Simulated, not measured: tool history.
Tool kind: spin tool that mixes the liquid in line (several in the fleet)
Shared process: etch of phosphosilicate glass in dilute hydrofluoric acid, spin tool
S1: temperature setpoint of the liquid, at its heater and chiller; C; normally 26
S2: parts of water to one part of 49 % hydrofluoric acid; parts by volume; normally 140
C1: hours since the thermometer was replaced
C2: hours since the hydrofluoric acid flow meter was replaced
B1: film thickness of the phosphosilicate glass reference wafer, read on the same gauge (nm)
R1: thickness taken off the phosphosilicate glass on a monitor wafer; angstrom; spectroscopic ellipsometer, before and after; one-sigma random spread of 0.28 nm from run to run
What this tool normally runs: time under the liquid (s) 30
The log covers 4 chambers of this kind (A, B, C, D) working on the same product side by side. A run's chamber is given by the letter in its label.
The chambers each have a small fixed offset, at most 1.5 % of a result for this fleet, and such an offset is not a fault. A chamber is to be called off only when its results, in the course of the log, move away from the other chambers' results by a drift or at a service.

{"run": "1A", "hour": 11.6, "S1": 26, "S2": 140, "time under the liquid (s)": 30, "C1": 1049.3, "C2": 147.6, "B1": 69.993, "R1": 309.39}
{"run": "2B", "hour": 25.1, "S1": 26, "S2": 140, "time under the liquid (s)": 30, "C1": 663.7, "C2": 943.2, "B1": 69.981, "R1": 308.25}
{"run": "3D", "hour": 38.6, "S1": 26, "S2": 140, "time under the liquid (s)": 30, "C1": 583.2, "C2": 218.7, "B1": 69.964, "R1": 304.68}
{"hour": 46.4, "done": "chamber C: thermometer replaced"}
{"hour": 48.6, "done": "chamber B: thermometer replaced"}
{"run": "4C", "hour": 50.6, "S1": 26, "S2": 140, "time under the liquid (s)": 30, "C1": 4.3, "C2": 98.9, "B1": 70.009, "R1": 301.72}
{"run": "5B", "hour": 60.8, "S1": 26, "S2": 140, "time under the liquid (s)": 30, "C1": 12.3, "C2": 978.9, "B1": 70.034, "R1": 304.53}
{"run": "6C", "hour": 67.8, "S1": 28.5, "S2": 140, "time under the liquid (s)": 30, "C1": 21.5, "C2": 116.1, "B1": 70.008, "R1": 330.79}
{"hour": 72.2, "done": "chamber B: hydrofluoric acid flow meter replaced"}
{"run": "7A", "hour": 74.2, "S1": 28.5, "S2": 140, "time under the liquid (s)": 30, "C1": 1111.9, "C2": 210.2, "B1": 69.963, "R1": 335.11}
{"run": "8D", "hour": 83.5, "S1": 28.5, "S2": 140, "time under the liquid (s)": 30, "C1": 628.1, "C2": 263.6, "B1": 69.974, "R1": 339.03}
{"run": "9B", "hour": 91.5, "S1": 28.5, "S2": 140, "time under the liquid (s)": 30, "C1": 43, "C2": 19.3, "B1": 70.02, "R1": 339.6}
{"run": "10D", "hour": 102.2, "S1": 26, "S2": 140, "time under the liquid (s)": 30, "C1": 646.8, "C2": 282.3, "B1": 69.982, "R1": 306.87}
{"run": "11A", "hour": 112.7, "S1": 26, "S2": 140, "time under the liquid (s)": 30, "C1": 1150.4, "C2": 248.7, "B1": 70.027, "R1": 305.12}
{"run": "12C", "hour": 121.7, "S1": 26, "S2": 140, "time under the liquid (s)": 30, "C1": 75.4, "C2": 170, "B1": 70.047, "R1": 302.63}
{"run": "13B", "hour": 135.3, "S1": 26, "S2": 75, "time under the liquid (s)": 30, "C1": 86.8, "C2": 63.1, "B1": 69.962, "R1": 620.81}
{"run": "14D", "hour": 147.8, "S1": 26, "S2": 75, "time under the liquid (s)": 30, "C1": 692.4, "C2": 327.9, "B1": 70.021, "R1": 635.91}
{"run": "15C", "hour": 157.4, "S1": 26, "S2": 75, "time under the liquid (s)": 30, "C1": 111.1, "C2": 205.7, "B1": 69.972, "R1": 618.43}
{"run": "16A", "hour": 166.0, "S1": 26, "S2": 75, "time under the liquid (s)": 30, "C1": 1203.7, "C2": 302, "B1": 70.005, "R1": 618.04}
{"run": "17B", "hour": 175.4, "S1": 26, "S2": 205, "time under the liquid (s)": 20, "C1": 126.9, "C2": 103.2, "B1": 69.992, "R1": 131.08}
{"run": "18A", "hour": 181.8, "S1": 26, "S2": 205, "time under the liquid (s)": 20, "C1": 1219.5, "C2": 317.8, "B1": 69.954, "R1": 127.92}
{"run": "19D", "hour": 192.3, "S1": 26, "S2": 205, "time under the liquid (s)": 20, "C1": 736.9, "C2": 372.4, "B1": 70.021, "R1": 128.43}
{"run": "20C", "hour": 200.5, "S1": 26, "S2": 205, "time under the liquid (s)": 20, "C1": 154.2, "C2": 248.8, "B1": 69.986, "R1": 129.58}
{"run": "21B", "hour": 207.3, "S1": 26, "S2": 140, "time under the liquid (s)": 30, "C1": 158.8, "C2": 135.1, "B1": 69.961, "R1": 304.57}
{"run": "22D", "hour": 215.5, "S1": 26, "S2": 140, "time under the liquid (s)": 30, "C1": 760.1, "C2": 395.6, "B1": 70.009, "R1": 307.34}
{"run": "23C", "hour": 221.9, "S1": 26, "S2": 140, "time under the liquid (s)": 30, "C1": 175.6, "C2": 270.2, "B1": 69.961, "R1": 303.98}
{"run": "24A", "hour": 233.8, "S1": 26, "S2": 140, "time under the liquid (s)": 30, "C1": 1271.5, "C2": 369.8, "B1": 70.009, "R1": 299.99}
{"run": "25B", "hour": 247.5, "S1": 26, "S2": 140, "time under the liquid (s)": 30, "C1": 199, "C2": 175.3, "B1": 69.99, "R1": 308.1}
{"run": "26A", "hour": 258.7, "S1": 26, "S2": 140, "time under the liquid (s)": 30, "C1": 1296.4, "C2": 394.7, "B1": 70.031, "R1": 302.49}
{"run": "27C", "hour": 271.8, "S1": 28, "S2": 140, "time under the liquid (s)": 30, "C1": 225.5, "C2": 320.1, "B1": 69.986, "R1": 326.15}
{"run": "28D", "hour": 285.2, "S1": 28, "S2": 140, "time under the liquid (s)": 30, "C1": 829.8, "C2": 465.3, "B1": 70.024, "R1": 331.74}
{"run": "29B", "hour": 296.6, "S1": 28, "S2": 140, "time under the liquid (s)": 30, "C1": 248.1, "C2": 224.4, "B1": 69.984, "R1": 331.37}
{"run": "30A", "hour": 309.1, "S1": 28, "S2": 140, "time under the liquid (s)": 30, "C1": 1346.8, "C2": 445.1, "B1": 69.976, "R1": 316.76}
{"run": "31C", "hour": 317.1, "S1": 26, "S2": 140, "time under the liquid (s)": 30, "C1": 270.8, "C2": 365.4, "B1": 69.973, "R1": 303.89}
{"run": "32D", "hour": 327.3, "S1": 26, "S2": 140, "time under the liquid (s)": 30, "C1": 871.9, "C2": 507.4, "B1": 70.001, "R1": 303.31}
{"run": "33D", "hour": 339.3, "S1": 26, "S2": 140, "time under the liquid (s)": 30, "C1": 883.9, "C2": 519.4, "B1": 70, "R1": 309.65}
{"run": "34A", "hour": 350.6, "S1": 26, "S2": 140, "time under the liquid (s)": 30, "C1": 1388.3, "C2": 486.6, "B1": 69.978, "R1": 292.53}
{"run": "35B", "hour": 361.4, "S1": 26, "S2": 140, "time under the liquid (s)": 30, "C1": 312.9, "C2": 289.2, "B1": 69.999, "R1": 312.7}
{"run": "36C", "hour": 369.6, "S1": 26, "S2": 140, "time under the liquid (s)": 30, "C1": 323.3, "C2": 417.9, "B1": 70.003, "R1": 302.77}
{"run": "37D", "hour": 383.3, "S1": 26, "S2": 140, "time under the liquid (s)": 30, "C1": 927.9, "C2": 563.4, "B1": 69.977, "R1": 304.23}
{"run": "38C", "hour": 395.0, "S1": 26, "S2": 140, "time under the liquid (s)": 30, "C1": 348.7, "C2": 443.3, "B1": 69.975, "R1": 298.73}
{"hour": 398.1, "done": "chamber A: thermometer replaced"}
{"run": "39B", "hour": 405.7, "S1": 26, "S2": 140, "time under the liquid (s)": 30, "C1": 357.2, "C2": 333.5, "B1": 69.995, "R1": 307.63}
{"run": "40A", "hour": 412.8, "S1": 26, "S2": 140, "time under the liquid (s)": 30, "C1": 14.8, "C2": 548.8, "B1": 69.947, "R1": 291.45}
{"run": "41A", "hour": 424.4, "S1": 28.5, "S2": 75, "time under the liquid (s)": 30, "C1": 26.4, "C2": 560.4, "B1": 70.001, "R1": 636.37}
{"run": "42B", "hour": 438.6, "S1": 28.5, "S2": 75, "time under the liquid (s)": 30, "C1": 390.1, "C2": 366.4, "B1": 69.985, "R1": 676.3}
{"run": "43D", "hour": 452.2, "S1": 28.5, "S2": 75, "time under the liquid (s)": 30, "C1": 996.8, "C2": 632.3, "B1": 69.97, "R1": 685.02}

Has any chamber moved away from the others, gradually or after a service, or does the common gauge drift, or do the chambers differ only by their own small steady offsets? State the chamber and the most likely cause if one applies.

It is chamber A that slowly wanders off from its peers.
Most likely cause: hydrofluoric acid flow below the setpoint (%) = 6.29.

Chamber A could run next with any of the 4 candidate recipes listed below; each alters the usual settings, and their results appear as question marks. Which one brings its results back in line with what the other chambers deliver on the usual settings?
In-line tolerance around the mean of the other chambers on the usual settings: R1 9.8 angstrom
{"run": "44A-1", "hour": 462.4, "S1": 25.5, "S2": 140, "time under the liquid (s)": 30, "R1": "?"}
{"run": "44A-2", "hour": 462.4, "S1": 26.5, "S2": 140, "time under the liquid (s)": 30, "R1": "?"}
{"run": "44A-3", "hour": 462.4, "S1": 26, "S2": 150, "time under the liquid (s)": 30, "R1": "?"}
{"run": "44A-4", "hour": 462.4, "S1": 26, "S2": 130, "time under the liquid (s)": 30, "R1": "?"}

Other chambers, usual settings, mean: R1 306.79 angstrom
run=44A-1 R1=281.26
run=44A-2 R1=292.22
run=44A-3 R1=264.53
run=44A-4 R1=312.33
44A-4 brings the chamber back in line.

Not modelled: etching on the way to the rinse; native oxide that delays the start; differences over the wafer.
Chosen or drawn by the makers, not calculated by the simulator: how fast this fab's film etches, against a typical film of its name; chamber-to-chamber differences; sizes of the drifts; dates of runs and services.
